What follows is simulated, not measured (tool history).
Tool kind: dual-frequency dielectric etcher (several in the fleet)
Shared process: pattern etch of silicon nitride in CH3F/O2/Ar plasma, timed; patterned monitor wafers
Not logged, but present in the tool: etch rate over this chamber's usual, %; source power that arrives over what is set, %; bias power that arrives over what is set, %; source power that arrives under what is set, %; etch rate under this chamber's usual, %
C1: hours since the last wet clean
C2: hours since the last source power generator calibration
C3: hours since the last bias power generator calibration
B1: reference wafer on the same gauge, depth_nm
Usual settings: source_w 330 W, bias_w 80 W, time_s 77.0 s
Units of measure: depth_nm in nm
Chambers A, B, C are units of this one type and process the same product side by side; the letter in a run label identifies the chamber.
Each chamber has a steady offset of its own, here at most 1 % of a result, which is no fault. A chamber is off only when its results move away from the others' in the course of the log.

{"run": "1A", "hour": 6.9, "source_w": 330, "bias_w": 80, "time_s": 77.0, "C1": 303.3, "C2": 2271.8, "C3": 564.1, "B1": 45.15, "depth_nm": 52.352}
{"run": "2C", "hour": 11.0, "source_w": 330, "bias_w": 80, "time_s": 77.0, "C1": 327.2, "C2": 563.9, "C3": 324.2, "B1": 45.19, "depth_nm": 52.235}
{"run": "3B", "hour": 18.9, "source_w": 330, "bias_w": 80, "time_s": 77.0, "C1": 225.0, "C2": 990.8, "C3": 382.1, "B1": 45.215, "depth_nm": 52.608}
{"run": "4A", "hour": 23.7, "source_w": 330, "bias_w": 80, "time_s": 77.0, "C1": 320.1, "C2": 2288.6, "C3": 580.9, "B1": 45.175, "depth_nm": 52.313}
{"run": "5C", "hour": 29.4, "source_w": 330, "bias_w": 80, "time_s": 77.0, "C1": 345.6, "C2": 582.3, "C3": 342.6, "B1": 45.18, "depth_nm": 52.479}
{"run": "6B", "hour": 37.7, "source_w": 330, "bias_w": 80, "time_s": 77.0, "C1": 243.8, "C2": 1009.6, "C3": 400.9, "B1": 45.157, "depth_nm": 52.088}
{"run": "7A", "hour": 45.8, "source_w": 330, "bias_w": 80, "time_s": 77.0, "C1": 342.2, "C2": 2310.7, "C3": 603.0, "B1": 45.223, "depth_nm": 52.722}
{"run": "8B", "hour": 51.4, "source_w": 330, "bias_w": 80, "time_s": 77.0, "C1": 257.5, "C2": 1023.3, "C3": 414.6, "B1": 45.219, "depth_nm": 52.175}
{"run": "9C", "hour": 60.6, "source_w": 330, "bias_w": 80, "time_s": 77.0, "C1": 376.8, "C2": 613.5, "C3": 373.8, "B1": 45.144, "depth_nm": 52.803}
{"run": "10A", "hour": 65.0, "source_w": 330, "bias_w": 80, "time_s": 77.0, "C1": 361.4, "C2": 2329.9, "C3": 622.2, "B1": 45.293, "depth_nm": 52.379}
{"run": "11B", "hour": 71.6, "source_w": 330, "bias_w": 80, "time_s": 77.0, "C1": 277.7, "C2": 1043.5, "C3": 434.8, "B1": 45.232, "depth_nm": 52.495}
{"run": "12C", "hour": 76.5, "source_w": 370, "bias_w": 80, "time_s": 92.5, "C1": 392.7, "C2": 629.4, "C3": 389.7, "B1": 45.196, "depth_nm": 65.021}
{"hour": 79.5, "done": "chamber A: wet clean of the chamber"}
{"run": "13B", "hour": 81.4, "source_w": 370, "bias_w": 80, "time_s": 92.5, "C1": 287.5, "C2": 1053.3, "C3": 444.6, "B1": 45.237, "depth_nm": 65.798}
{"run": "14C", "hour": 85.9, "source_w": 370, "bias_w": 80, "time_s": 92.5, "C1": 402.1, "C2": 638.8, "C3": 399.1, "B1": 45.118, "depth_nm": 65.413}
{"run": "15A", "hour": 91.1, "source_w": 330, "bias_w": 80, "time_s": 77.0, "C1": 11.6, "C2": 2356.0, "C3": 648.3, "B1": 45.197, "depth_nm": 52.33}
{"run": "16A", "hour": 98.2, "source_w": 330, "bias_w": 80, "time_s": 77.0, "C1": 18.7, "C2": 2363.1, "C3": 655.4, "B1": 45.214, "depth_nm": 52.576}
{"run": "17B", "hour": 102.3, "source_w": 330, "bias_w": 80, "time_s": 77.0, "C1": 308.4, "C2": 1074.2, "C3": 465.5, "B1": 45.211, "depth_nm": 51.855}
{"run": "18C", "hour": 109.5, "source_w": 330, "bias_w": 80, "time_s": 77.0, "C1": 425.7, "C2": 662.4, "C3": 422.7, "B1": 45.279, "depth_nm": 51.869}
{"run": "19B", "hour": 114.2, "source_w": 330, "bias_w": 80, "time_s": 77.0, "C1": 320.3, "C2": 1086.1, "C3": 477.4, "B1": 45.24, "depth_nm": 52.628}
{"run": "20A", "hour": 121.5, "source_w": 400, "bias_w": 80, "time_s": 67.0, "C1": 42.0, "C2": 2386.4, "C3": 678.7, "B1": 45.171, "depth_nm": 48.646}
{"run": "21C", "hour": 127.2, "source_w": 400, "bias_w": 80, "time_s": 67.0, "C1": 443.4, "C2": 680.1, "C3": 440.4, "B1": 45.136, "depth_nm": 48.307}
{"run": "22B", "hour": 133.6, "source_w": 400, "bias_w": 80, "time_s": 67.0, "C1": 339.7, "C2": 1105.5, "C3": 496.8, "B1": 45.223, "depth_nm": 49.055}
{"run": "23A", "hour": 139.8, "source_w": 330, "bias_w": 80, "time_s": 77.0, "C1": 60.3, "C2": 2404.7, "C3": 697.0, "B1": 45.142, "depth_nm": 52.044}
{"run": "24C", "hour": 146.4, "source_w": 330, "bias_w": 80, "time_s": 77.0, "C1": 462.6, "C2": 699.3, "C3": 459.6, "B1": 45.132, "depth_nm": 52.029}
{"run": "25B", "hour": 154.5, "source_w": 330, "bias_w": 80, "time_s": 77.0, "C1": 360.6, "C2": 1126.4, "C3": 517.7, "B1": 45.157, "depth_nm": 52.405}
{"hour": 157.0, "done": "chamber C: wet clean of the chamber"}
{"run": "26C", "hour": 163.6, "source_w": 330, "bias_w": 80, "time_s": 77.0, "C1": 6.7, "C2": 716.5, "C3": 476.8, "B1": 45.177, "depth_nm": 50.165}
{"run": "27A", "hour": 167.7, "source_w": 330, "bias_w": 80, "time_s": 77.0, "C1": 88.2, "C2": 2432.6, "C3": 724.9, "B1": 45.22, "depth_nm": 52.201}
{"run": "28B", "hour": 172.2, "source_w": 330, "bias_w": 80, "time_s": 77.0, "C1": 378.3, "C2": 1144.1, "C3": 535.4, "B1": 45.232, "depth_nm": 52.327}
{"run": "29C", "hour": 178.2, "source_w": 330, "bias_w": 80, "time_s": 77.0, "C1": 21.3, "C2": 731.1, "C3": 491.4, "B1": 45.188, "depth_nm": 49.986}
{"run": "30A", "hour": 187.0, "source_w": 330, "bias_w": 80, "time_s": 77.0, "C1": 107.5, "C2": 2451.9, "C3": 744.2, "B1": 45.224, "depth_nm": 52.366}
{"run": "31B", "hour": 195.2, "source_w": 330, "bias_w": 80, "time_s": 77.0, "C1": 401.3, "C2": 1167.1, "C3": 558.4, "B1": 45.172, "depth_nm": 51.69}
{"run": "32A", "hour": 200.4, "source_w": 330, "bias_w": 80, "time_s": 77.0, "C1": 120.9, "C2": 2465.3, "C3": 757.6, "B1": 45.249, "depth_nm": 53.196}
{"run": "33C", "hour": 209.2, "source_w": 330, "bias_w": 80, "time_s": 77.0, "C1": 52.3, "C2": 762.1, "C3": 522.4, "B1": 45.254, "depth_nm": 49.768}
{"run": "34C", "hour": 215.9, "source_w": 330, "bias_w": 80, "time_s": 77.0, "C1": 59.0, "C2": 768.8, "C3": 529.1, "B1": 45.211, "depth_nm": 49.478}
{"run": "35B", "hour": 224.5, "source_w": 330, "bias_w": 86, "time_s": 69.5, "C1": 430.6, "C2": 1196.4, "C3": 587.7, "B1": 45.098, "depth_nm": 47.581}
{"run": "36A", "hour": 231.6, "source_w": 330, "bias_w": 86, "time_s": 69.5, "C1": 152.1, "C2": 2496.5, "C3": 788.8, "B1": 45.201, "depth_nm": 48.439}
{"run": "37C", "hour": 237.3, "source_w": 330, "bias_w": 86, "time_s": 69.5, "C1": 80.4, "C2": 790.2, "C3": 550.5, "B1": 45.251, "depth_nm": 45.805}
{"run": "38A", "hour": 245.0, "source_w": 330, "bias_w": 80, "time_s": 77.0, "C1": 165.5, "C2": 2509.9, "C3": 802.2, "B1": 45.241, "depth_nm": 52.323}
{"run": "39B", "hour": 249.9, "source_w": 330, "bias_w": 80, "time_s": 77.0, "C1": 456.0, "C2": 1221.8, "C3": 613.1, "B1": 45.137, "depth_nm": 51.849}

Does one chamber stand apart from the rest, does the shared gauge drift, or is all well apart from small per-chamber offsets? Give the chamber and the most likely cause, where there is one.

After it was serviced, chamber C no longer matches the other chambers.
Cause: etch rate under this chamber's usual, % = 4.8.

Here are 4 candidates for chamber C's next run, each the usual settings with a change, their results left as question marks. Which one brings its results back in line with what the others give on the usual settings?
A result is in line if it is within this distance of the other chambers' mean on the usual settings: depth_nm 1.200 nm
{"run": "40C-1", "hour": 256.6, "source_w": 330, "bias_w": 69, "time_s": 77.0, "depth_nm": "?"}
{"run": "40C-2", "hour": 256.6, "source_w": 330, "bias_w": 81, "time_s": 77.0, "depth_nm": "?"}
{"run": "40C-3", "hour": 256.6, "source_w": 330, "bias_w": 81, "time_s": 80.5, "depth_nm": "?"}
{"run": "40C-4", "hour": 256.6, "source_w": 330, "bias_w": 80, "time_s": 76.5, "depth_nm": "?"}

The mean the other chambers reach with the usual settings: depth_nm 52.269 nm
run=40C-1 depth_nm=47.286
run=40C-2 depth_nm=50.038
run=40C-3 depth_nm=52.312
run=40C-4 depth_nm=49.492
The answer is 40C-3, which returns the chamber to within the allowed miss of the others.
